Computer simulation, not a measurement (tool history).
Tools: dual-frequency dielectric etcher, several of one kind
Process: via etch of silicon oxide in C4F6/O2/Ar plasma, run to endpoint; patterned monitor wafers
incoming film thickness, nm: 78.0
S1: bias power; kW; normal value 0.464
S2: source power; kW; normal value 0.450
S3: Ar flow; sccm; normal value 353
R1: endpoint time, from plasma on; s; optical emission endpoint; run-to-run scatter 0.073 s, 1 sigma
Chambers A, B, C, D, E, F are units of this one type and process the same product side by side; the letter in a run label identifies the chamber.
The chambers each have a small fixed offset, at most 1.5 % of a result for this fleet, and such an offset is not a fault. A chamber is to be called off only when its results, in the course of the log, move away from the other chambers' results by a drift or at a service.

{"run": "1F", "day": 0.446, "S1": 0.464, "S2": 0.45, "S3": 353, "R1": 17.349}
{"day": 0.688, "done": "chamber A: bias power generator calibrated"}
{"run": "2A", "day": 0.738, "S1": 0.464, "S2": 0.45, "S3": 353, "R1": 17.183}
{"run": "3B", "day": 1.117, "S1": 0.464, "S2": 0.45, "S3": 353, "R1": 17.261}
{"run": "4E", "day": 1.629, "S1": 0.464, "S2": 0.45, "S3": 353, "R1": 17.013}
{"run": "5C", "day": 2.117, "S1": 0.464, "S2": 0.45, "S3": 353, "R1": 17.125}
{"run": "6D", "day": 2.629, "S1": 0.464, "S2": 0.45, "S3": 353, "R1": 17.473}
{"day": 2.929, "done": "chamber E: wet clean of the chamber"}
{"run": "7F", "day": 3.208, "S1": 0.464, "S2": 0.45, "S3": 353, "R1": 17.198}
{"run": "8A", "day": 3.562, "S1": 0.464, "S2": 0.45, "S3": 353, "R1": 17.205}
{"run": "9E", "day": 3.908, "S1": 0.464, "S2": 0.45, "S3": 353, "R1": 17.02}
{"run": "10D", "day": 4.396, "S1": 0.464, "S2": 0.45, "S3": 404, "R1": 17.629}
{"run": "11B", "day": 4.992, "S1": 0.464, "S2": 0.45, "S3": 404, "R1": 17.548}
{"day": 5.05, "done": "chamber D: bias power generator calibrated"}
{"run": "12C", "day": 5.388, "S1": 0.464, "S2": 0.45, "S3": 404, "R1": 17.542}
{"run": "13C", "day": 5.688, "S1": 0.464, "S2": 0.45, "S3": 404, "R1": 17.353}
{"run": "14E", "day": 6.158, "S1": 0.464, "S2": 0.45, "S3": 404, "R1": 17.366}
{"run": "15B", "day": 6.433, "S1": 0.464, "S2": 0.45, "S3": 404, "R1": 17.461}
{"run": "16D", "day": 6.812, "S1": 0.464, "S2": 0.45, "S3": 353, "R1": 17.529}
{"run": "17F", "day": 7.292, "S1": 0.464, "S2": 0.45, "S3": 353, "R1": 17.431}
{"run": "18A", "day": 7.612, "S1": 0.464, "S2": 0.45, "S3": 353, "R1": 17.268}
{"run": "19A", "day": 8.033, "S1": 0.464, "S2": 0.45, "S3": 353, "R1": 17.15}
{"run": "20E", "day": 8.392, "S1": 0.464, "S2": 0.45, "S3": 353, "R1": 17.016}
{"run": "21B", "day": 8.883, "S1": 0.464, "S2": 0.45, "S3": 353, "R1": 17.322}
{"run": "22D", "day": 9.358, "S1": 0.464, "S2": 0.45, "S3": 353, "R1": 17.491}
{"run": "23F", "day": 9.879, "S1": 0.464, "S2": 0.45, "S3": 353, "R1": 17.319}
{"run": "24C", "day": 10.329, "S1": 0.464, "S2": 0.45, "S3": 353, "R1": 17.247}
{"day": 10.542, "done": "chamber F: wet clean of the chamber"}
{"run": "25F", "day": 10.883, "S1": 0.464, "S2": 0.45, "S3": 353, "R1": 16.648}
{"run": "26D", "day": 11.267, "S1": 0.464, "S2": 0.45, "S3": 353, "R1": 17.426}
{"day": 11.504, "done": "chamber D: wet clean of the chamber"}
{"day": 11.762, "done": "chamber D: Ar flow controller replaced"}
{"run": "27C", "day": 11.875, "S1": 0.464, "S2": 0.45, "S3": 353, "R1": 17.302}
{"run": "28B", "day": 12.25, "S1": 0.464, "S2": 0.45, "S3": 353, "R1": 17.202}
{"run": "29A", "day": 12.608, "S1": 0.464, "S2": 0.45, "S3": 353, "R1": 17.176}
{"run": "30E", "day": 12.962, "S1": 0.555, "S2": 0.45, "S3": 315, "R1": 15.752}
{"run": "31C", "day": 13.45, "S1": 0.555, "S2": 0.45, "S3": 315, "R1": 16.057}
{"run": "32D", "day": 13.729, "S1": 0.555, "S2": 0.45, "S3": 315, "R1": 16.094}
{"run": "33E", "day": 14.308, "S1": 0.555, "S2": 0.45, "S3": 315, "R1": 15.738}
{"run": "34B", "day": 14.658, "S1": 0.555, "S2": 0.45, "S3": 315, "R1": 16.003}
{"run": "35F", "day": 14.938, "S1": 0.555, "S2": 0.45, "S3": 315, "R1": 15.362}
{"run": "36A", "day": 15.338, "S1": 0.464, "S2": 0.45, "S3": 353, "R1": 17.031}
{"run": "37F", "day": 15.892, "S1": 0.464, "S2": 0.45, "S3": 353, "R1": 16.773}
{"run": "38B", "day": 16.192, "S1": 0.464, "S2": 0.39, "S3": 318, "R1": 17.93}
{"run": "39E", "day": 16.571, "S1": 0.464, "S2": 0.39, "S3": 318, "R1": 17.691}
{"run": "40A", "day": 16.912, "S1": 0.464, "S2": 0.39, "S3": 318, "R1": 17.815}
{"run": "41D", "day": 17.392, "S1": 0.464, "S2": 0.39, "S3": 318, "R1": 17.998}

One chamber off, gauge drift, or nothing amiss beyond the chambers' own small offsets? If it is a chamber, which one, and what is the likeliest cause?

After it was serviced, chamber F no longer matches the other chambers.
Most likely cause: etch rate over this chamber's usual, % = 4.14.

Here are 4 candidates for chamber F's next run, each the usual settings with a change, their results left as question marks. Which one brings its results back in line with what the others give on the usual settings?
A result is in line if it is within this distance of the other chambers' mean on the usual settings: R1 0.260 s
{"run": "42F-1", "day": 17.833, "S1": 0.464, "S2": 0.54, "S3": 353, "R1": "?"}
{"run": "42F-2", "day": 17.833, "S1": 0.485, "S2": 0.47, "S3": 348, "R1": "?"}
{"run": "42F-3", "day": 17.833, "S1": 0.442, "S2": 0.43, "S3": 353, "R1": "?"}
{"run": "42F-4", "day": 17.833, "S1": 0.464, "S2": 0.38, "S3": 371, "R1": "?"}

Mean of the other chambers on the usual settings: R1 17.227 s
run=42F-1 R1=15.532
run=42F-2 R1=16.064
run=42F-3 R1=17.195
run=42F-4 R1=17.778
42F-3 brings the chamber back in line.
